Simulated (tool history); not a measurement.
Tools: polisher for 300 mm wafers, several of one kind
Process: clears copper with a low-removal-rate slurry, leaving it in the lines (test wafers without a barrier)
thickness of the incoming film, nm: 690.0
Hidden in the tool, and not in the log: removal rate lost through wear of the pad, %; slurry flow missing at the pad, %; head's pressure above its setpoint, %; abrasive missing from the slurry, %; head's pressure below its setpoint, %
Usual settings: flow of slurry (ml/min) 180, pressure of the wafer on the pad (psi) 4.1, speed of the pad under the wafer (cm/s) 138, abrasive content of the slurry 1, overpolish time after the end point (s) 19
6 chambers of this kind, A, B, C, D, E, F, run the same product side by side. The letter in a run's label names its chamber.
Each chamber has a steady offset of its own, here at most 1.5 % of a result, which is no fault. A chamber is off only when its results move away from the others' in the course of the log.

run,day,flow of slurry (ml/min),pressure of the wafer on the pad (psi),speed of the pad under the wafer (cm/s),abrasive content of the slurry,overpolish time after the end point (s),wafers polished on this pad,hours since the slurry nozzle was cleaned,hours since the head pressure was calibrated,hours since the slurry blender was calibrated,time until the end point was called (s),dishing of a wide line in a test structure (angstrom)
# day 0.15: chamber E: worn pad replaced by a new one
1A,0.292,180,4.1,138,1,19,1014,377.8,320.3,301.2,123.56,522.61
# day 0.412: chamber A: slurry nozzle cleaned
2D,0.467,180,4.1,138,1,19,797,481.9,1178.7,390.2,122.04,533.56
# day 0.475: chamber E: slurry nozzle cleaned
# day 0.533: chamber A: worn pad replaced by a new one
3C,0.758,180,4.1,138,1,19,647,496.9,646.3,73.1,121.7,534.53
4E,0.962,180,4.1,138,1,19,155,11.7,993.1,297.6,122.62,537.75
# day 0.975: chamber F: worn pad replaced by a new one
5F,1.117,180,4.1,138,1,19,27,260.6,709.4,180.7,119.75,562.27
# day 1.121: chamber B: worn pad replaced by a new one
# day 1.279: chamber E: slurry blender recalibrated
6B,1.333,180,4.1,138,1,19,41,146.3,636.6,105,125.32,532.17
# day 1.429: chamber B: slurry blender recalibrated
7C,1.521,180,4.1,138,1,19,793,515.2,664.6,91.4,125.05,540.81
8A,1.675,180,4.1,138,1,19,218,30.3,353.5,334.4,123.91,543.8
# day 1.746: chamber B: head pressure recalibrated
9D,1.888,180,3.2,138,1,19,1068,516,1212.8,424.3,156.2,441.15
10E,2.142,180,3.2,138,1,19,381,40,1021.4,20.8,153.52,455.6
# day 2.15: chamber A: slurry blender recalibrated
11B,2.4,180,3.2,138,1,19,245,171.9,15.8,23.3,154.27,448.84
# day 2.462: chamber D: worn pad replaced by a new one
# day 2.517: chamber C: head pressure recalibrated
12F,2.671,180,3.2,138,1,19,324,297.9,746.7,218,157.31,468.32
13B,2.95,180,3.2,138,1,19,350,185.1,29,36.5,155.57,456.55
# day 2.954: chamber C: slurry blender recalibrated
14E,3.171,180,3.2,138,1,19,577,64.7,1046.1,45.5,155.9,454.75
# day 3.371: chamber D: slurry blender recalibrated
15D,3.392,180,4.1,138,1,19,177,552.1,1248.9,0.5,123.71,534.33
# day 3.425: chamber E: worn pad replaced by a new one
16C,3.592,180,4.1,138,1,19,1189,564.9,25.8,15.3,125.67,527.33
17F,3.817,180,4.1,138,1,19,543,325.4,774.2,245.5,123.54,556.14
18A,4.108,180,4.1,138,1,19,683,88.7,411.9,47,123.9,532.84
19D,4.325,180,5,124,1,19,356,574.5,1271.3,22.9,115.09,570.22
20C,4.621,180,5,124,1,19,1385,589.6,50.5,40,113.71,564.55
21B,4.888,180,5,124,1,19,720,231.6,75.5,83,111.29,593.45
# day 4.996: chamber F: slurry nozzle cleaned
# day 5.108: chamber F: worn pad replaced by a new one
22A,5.188,180,5,124,1,19,889,114.6,437.8,72.9,110.67,578.25
23E,5.45,180,5,124,1,19,387,119.4,1100.8,100.2,108.91,581.02
24F,5.729,180,5,124,1,19,118,17.7,820.1,291.4,109.87,585.46
25B,5.867,180,4.1,138,1,19,907,255.1,99,106.5,122.2,531.94
# day 6.154: chamber B: slurry blender recalibrated
26E,6.171,180,4.1,138,1,27,525,136.7,1118.1,117.5,118.03,655.52
# day 6.175: chamber A: worn pad replaced by a new one
27D,6.354,180,4.1,138,1,27,743,623.2,1320,71.6,122.88,643.65
# day 6.6: chamber F: slurry blender recalibrated
28A,6.629,180,4.1,138,1,27,87,149.2,472.4,107.5,126.65,630.93
# day 6.804: chamber B: worn pad replaced by a new one
29F,6.85,180,4.1,138,1,27,333,44.6,847,6.1,120.02,654.67
30C,7.075,180,4.1,138,1,27,1854,648.5,109.4,98.9,130.37,638.43
31B,7.229,180,4.1,138,1,27,81,287.8,131.7,25.9,124.26,645.7
# day 7.454: chamber E: worn pad replaced by a new one
32D,7.458,180,4.1,138,1,19,954,649.7,1346.5,98.1,124.33,527.9
33C,7.704,180,4.1,138,1,19,1975,663.6,124.5,114,129.9,528.51
34F,7.962,180,4.1,116,1,19,545,71.3,873.7,32.8,140.95,491.4
35A,8.167,180,4.1,116,1,19,380,186.1,509.3,144.4,145.78,473.8
# day 8.196: chamber C: slurry blender recalibrated
36E,8.312,180,4.1,116,1,19,164,188.1,1169.5,168.9,142.3,496.77
# day 8.421: chamber D: head pressure recalibrated
37E,8.575,180,4.1,116,1,19,214,194.4,1175.8,175.2,142.12,484.62
# day 8.667: chamber D: worn pad replaced by a new one
38D,8.788,180,4.1,116,1,19,23,681.6,8.9,130,148.22,492.18
39A,9.021,180,4.1,116,1,19,544,206.6,529.8,164.9,145.49,480.74
40B,9.288,180,4.1,138,1,19,474,337.2,181.1,75.3,122.68,551.06
41F,9.588,180,4.1,138,1,19,856,110.3,912.7,71.8,119.28,542.31
42C,9.738,180,4.1,138,1,19,2363,712.4,173.3,37.1,127.74,505.97
# day 9.75: chamber F: worn pad replaced by a new one
43F,9.992,180,4.1,138,1,19,46,120,922.4,81.5,119.52,540.63

All 6 chambers run these settings next. Forecast each chamber's results:
44A,10.212,180,4.1,138,1,19,,,,,?,?
44B,10.212,180,4.1,138,1,19,,,,,?,?
44C,10.212,180,4.1,138,1,19,,,,,?,?
44D,10.212,180,4.1,138,1,19,,,,,?,?
44E,10.212,180,4.1,138,1,19,,,,,?,?
44F,10.212,180,4.1,138,1,19,,,,,?,?

run,time until the end point was called (s),dishing of a wide line in a test structure (angstrom)
44A,125.09,536.99
44B,122.39,540.18
44C,131.86,524.99
44D,122.66,552.57
44E,119.69,532.04
44F,116.21,546.67
